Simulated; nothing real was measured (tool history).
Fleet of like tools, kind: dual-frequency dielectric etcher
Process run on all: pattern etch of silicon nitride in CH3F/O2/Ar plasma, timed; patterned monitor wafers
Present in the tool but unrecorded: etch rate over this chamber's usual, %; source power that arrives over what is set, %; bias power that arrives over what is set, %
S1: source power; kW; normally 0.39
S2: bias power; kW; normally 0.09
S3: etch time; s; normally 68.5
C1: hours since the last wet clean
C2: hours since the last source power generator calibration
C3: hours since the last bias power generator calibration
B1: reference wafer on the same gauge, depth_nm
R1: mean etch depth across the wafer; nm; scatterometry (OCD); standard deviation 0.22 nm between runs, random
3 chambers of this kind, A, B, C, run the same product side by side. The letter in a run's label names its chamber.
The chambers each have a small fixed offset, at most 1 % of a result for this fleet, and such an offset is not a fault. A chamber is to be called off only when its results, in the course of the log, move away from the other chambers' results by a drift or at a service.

run    day    S1     S2    S3     C1      C2      C3      B1      R1
 1B  0.158  0.39   0.09  68.5    286  2599.9     181  44.111  51.663
 2A  0.396  0.39   0.09  68.5   53.7   114.8   424.3  44.071  51.418
 3C  0.604  0.39   0.09  68.5  389.1  1810.8  2053.4  44.065  51.024
 4A  0.775  0.39   0.09  68.5   62.8   123.9   433.4  44.096  50.967
 5B  0.946  0.39   0.09  68.5  304.9  2618.8   199.9  44.082  51.376
 6C  1.096  0.39   0.09  68.5  400.9  1822.6  2065.2  44.081  51.015
 7C  1.221  0.39   0.09  68.5  403.9  1825.6  2068.2  44.096  51.356
 8A  1.442  0.39   0.09  68.5   78.8   139.9   449.4   44.13  51.034
 9B  1.683  0.39   0.09  68.5  322.6  2636.5   217.6  44.079  51.593
10B  1.842  0.39   0.09  68.5  326.4  2640.3   221.4  44.142  51.554
11C      2  0.39   0.09  68.5  422.6  1844.3  2086.9  44.067  51.182
12A  2.158  0.39   0.09  68.5     96   157.1   466.6  44.093  50.888
13C  2.367  0.39   0.09  68.5  431.4  1853.1  2095.7  44.099   51.14
14B  2.512  0.39   0.09    75  342.5  2656.4   237.5  44.086  56.687
15A  2.683  0.39   0.09    75  108.6   169.7   479.2  44.082  55.981
16B  2.892  0.39   0.09    75  351.6  2665.5   246.6  44.046  56.619
17C  3.067  0.39   0.09  68.5  448.2  1869.9  2112.5  44.118  51.317
18A  3.183  0.39   0.09  68.5  120.6   181.7   491.2  44.037  51.047
19C  3.371  0.39   0.09  68.5  455.5  1877.2  2119.8  44.107  51.302
20B  3.529  0.39   0.09  68.5  366.9  2680.8   261.9  44.082  51.954
21A  3.696  0.39   0.09  68.5  132.9     194   503.5   44.13  51.276
22A    3.9  0.39   0.09  68.5  137.8   198.9   508.4  44.086  51.185
23B  4.071  0.39   0.09  68.5  379.9  2693.8   274.9  44.126  51.552
24C  4.192  0.39  0.071    79  475.2  1896.9  2139.5   44.08   54.36
25C  4.342  0.39  0.071    79  478.8  1900.5  2143.1  44.052  54.531
26A  4.496  0.39  0.071    79  152.1   213.2   522.7  44.119  54.437
27B  4.604  0.39   0.09  68.5  392.7  2706.6   287.7  44.089  51.624
28B  4.742  0.39   0.09  68.5    396  2709.9     291  44.065  51.677
29C  4.879  0.39   0.09  55.5  491.7  1913.4    2156  44.139  41.665
30A  5.083  0.39   0.09  55.5  166.2   227.3   536.8  44.112  41.282
31B  5.312  0.39   0.09  55.5  409.7  2723.6   304.7  44.109  41.806
32C  5.554  0.39   0.09  68.5  507.9  1929.6  2172.2  44.072  51.451
33A  5.733  0.39   0.09  68.5  181.8   242.9   552.4  44.096  51.209
34A  5.879  0.39   0.09  68.5  185.3   246.4   555.9  44.081  51.268
35C  6.079  0.39   0.09  68.5  520.5  1942.2  2184.8  44.054  51.267
36B  6.238  0.39   0.09  68.5  431.9  2745.8   326.9  44.113  51.799
37C  6.379  0.39  0.098  68.5  527.7  1949.4    2192  44.099   52.79
38B  6.604  0.39  0.098  68.5  440.7  2754.6   335.7  44.121  53.275
39A  6.788  0.39  0.098  68.5  207.1   268.2   577.7  44.102  52.534

Next, all 3 chambers run the settings below, one line each with question marks for the results. What does each chamber give?
40A  6.967  0.39  0.09  68.5                   ?
40B  6.967  0.39  0.09  68.5                   ?
40C  6.967  0.39  0.09  68.5                   ?

run      R1
40A  51.106
40B  51.703
40C   51.49
